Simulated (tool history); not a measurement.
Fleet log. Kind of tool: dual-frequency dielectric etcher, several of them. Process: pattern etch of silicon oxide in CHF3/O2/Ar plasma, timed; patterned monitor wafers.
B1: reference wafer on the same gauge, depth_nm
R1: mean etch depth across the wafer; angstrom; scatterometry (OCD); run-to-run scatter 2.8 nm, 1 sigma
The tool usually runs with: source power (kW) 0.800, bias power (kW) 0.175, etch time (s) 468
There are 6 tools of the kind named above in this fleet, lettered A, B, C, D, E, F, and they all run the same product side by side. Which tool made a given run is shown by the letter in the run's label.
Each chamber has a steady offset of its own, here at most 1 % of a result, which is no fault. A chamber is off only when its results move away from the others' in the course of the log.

run 1E hour=13.6 | source_power_(kW)=0.800 bias_power_(kW)=0.175 etch_time_(s)=468 | B1=1139.7 | R1=10348.0
run 2F hour=29.0 | source_power_(kW)=0.800 bias_power_(kW)=0.175 etch_time_(s)=468 | B1=1140.3 | R1=10207.0
run 3A hour=37.0 | source_power_(kW)=0.800 bias_power_(kW)=0.175 etch_time_(s)=468 | B1=1139.9 | R1=10276.0
run 4B hour=45.4 | source_power_(kW)=0.800 bias_power_(kW)=0.175 etch_time_(s)=468 | B1=1139.6 | R1=10198.0
run 5C hour=54.5 | source_power_(kW)=0.800 bias_power_(kW)=0.175 etch_time_(s)=468 | B1=1140.2 | R1=10349.0
run 6D hour=63.3 | source_power_(kW)=0.800 bias_power_(kW)=0.175 etch_time_(s)=468 | B1=1139.7 | R1=10210.0
run 7D hour=78.4 | source_power_(kW)=0.800 bias_power_(kW)=0.175 etch_time_(s)=468 | B1=1140.0 | R1=10175.0
run 8C hour=85.4 | source_power_(kW)=0.800 bias_power_(kW)=0.175 etch_time_(s)=468 | B1=1140.2 | R1=10272.0
run 9A hour=100.8 | source_power_(kW)=0.800 bias_power_(kW)=0.175 etch_time_(s)=468 | B1=1139.7 | R1=10254.0
run 10E hour=108.2 | source_power_(kW)=0.800 bias_power_(kW)=0.175 etch_time_(s)=468 | B1=1140.2 | R1=10345.0
-- hour=115.2 chamber D: wet clean of the chamber
run 11B hour=116.3 | source_power_(kW)=0.800 bias_power_(kW)=0.175 etch_time_(s)=468 | B1=1139.6 | R1=10182.0
run 12F hour=128.8 | source_power_(kW)=0.940 bias_power_(kW)=0.214 etch_time_(s)=468 | B1=1139.5 | R1=11595.0
run 13B hour=139.9 | source_power_(kW)=0.940 bias_power_(kW)=0.214 etch_time_(s)=468 | B1=1140.3 | R1=11560.0
run 14A hour=148.0 | source_power_(kW)=0.940 bias_power_(kW)=0.214 etch_time_(s)=468 | B1=1140.1 | R1=11594.0
run 15D hour=160.9 | source_power_(kW)=0.940 bias_power_(kW)=0.214 etch_time_(s)=468 | B1=1140.1 | R1=11630.0
-- hour=164.3 chamber A: wet clean of the chamber
run 16C hour=170.2 | source_power_(kW)=0.940 bias_power_(kW)=0.214 etch_time_(s)=468 | B1=1140.5 | R1=11722.0
-- hour=183.7 chamber D: source power generator calibrated
run 17F hour=185.3 | source_power_(kW)=0.940 bias_power_(kW)=0.214 etch_time_(s)=468 | B1=1140.3 | R1=11535.0
run 18E hour=199.2 | source_power_(kW)=0.800 bias_power_(kW)=0.175 etch_time_(s)=468 | B1=1140.8 | R1=10333.0
run 19E hour=213.0 | source_power_(kW)=0.800 bias_power_(kW)=0.175 etch_time_(s)=468 | B1=1140.0 | R1=10341.0
run 20F hour=224.6 | source_power_(kW)=0.800 bias_power_(kW)=0.175 etch_time_(s)=468 | B1=1140.2 | R1=10104.0
run 21A hour=233.6 | source_power_(kW)=0.800 bias_power_(kW)=0.198 etch_time_(s)=412 | B1=1140.2 | R1=9364.7
run 22D hour=243.9 | source_power_(kW)=0.800 bias_power_(kW)=0.198 etch_time_(s)=412 | B1=1140.1 | R1=9349.2
run 23B hour=257.3 | source_power_(kW)=0.800 bias_power_(kW)=0.198 etch_time_(s)=412 | B1=1140.0 | R1=9374.5
run 24C hour=271.9 | source_power_(kW)=0.800 bias_power_(kW)=0.198 etch_time_(s)=412 | B1=1139.5 | R1=9423.7
run 25A hour=286.2 | source_power_(kW)=0.800 bias_power_(kW)=0.198 etch_time_(s)=412 | B1=1139.3 | R1=9344.7
run 26B hour=294.2 | source_power_(kW)=0.800 bias_power_(kW)=0.198 etch_time_(s)=412 | B1=1140.6 | R1=9346.8
-- hour=299.7 chamber E: wet clean of the chamber
run 27C hour=307.5 | source_power_(kW)=0.960 bias_power_(kW)=0.175 etch_time_(s)=468 | B1=1139.9 | R1=11114.0
run 28F hour=314.4 | source_power_(kW)=0.960 bias_power_(kW)=0.175 etch_time_(s)=468 | B1=1139.3 | R1=10777.0
run 29E hour=326.8 | source_power_(kW)=0.960 bias_power_(kW)=0.175 etch_time_(s)=468 | B1=1139.9 | R1=11087.0
run 30D hour=333.6 | source_power_(kW)=0.960 bias_power_(kW)=0.175 etch_time_(s)=468 | B1=1139.6 | R1=10926.0
run 31A hour=347.1 | source_power_(kW)=0.960 bias_power_(kW)=0.175 etch_time_(s)=468 | B1=1140.4 | R1=10929.0
run 32E hour=359.3 | source_power_(kW)=0.960 bias_power_(kW)=0.175 etch_time_(s)=468 | B1=1139.7 | R1=11167.0
run 33F hour=369.5 | source_power_(kW)=0.800 bias_power_(kW)=0.175 etch_time_(s)=468 | B1=1139.1 | R1=9931.4
run 34D hour=383.7 | source_power_(kW)=0.800 bias_power_(kW)=0.175 etch_time_(s)=468 | B1=1140.6 | R1=10226.0
run 35C hour=393.0 | source_power_(kW)=0.800 bias_power_(kW)=0.175 etch_time_(s)=468 | B1=1140.3 | R1=10366.0
run 36B hour=404.5 | source_power_(kW)=0.800 bias_power_(kW)=0.175 etch_time_(s)=468 | B1=1140.0 | R1=10225.0

Next, all 6 chambers run the settings below, one line each with question marks for the results. What does each chamber give?
run 37A hour=415.8 | source_power_(kW)=0.800 bias_power_(kW)=0.188 etch_time_(s)=468 | R1=?
run 37B hour=415.8 | source_power_(kW)=0.800 bias_power_(kW)=0.188 etch_time_(s)=468 | R1=?
run 37C hour=415.8 | source_power_(kW)=0.800 bias_power_(kW)=0.188 etch_time_(s)=468 | R1=?
run 37D hour=415.8 | source_power_(kW)=0.800 bias_power_(kW)=0.188 etch_time_(s)=468 | R1=?
run 37E hour=415.8 | source_power_(kW)=0.800 bias_power_(kW)=0.188 etch_time_(s)=468 | R1=?
run 37F hour=415.8 | source_power_(kW)=0.800 bias_power_(kW)=0.188 etch_time_(s)=468 | R1=?

run=37A R1=10503.0
run=37B R1=10432.0
run=37C R1=10520.0
run=37D R1=10461.0
run=37E R1=10585.0
run=37F R1=10138.0
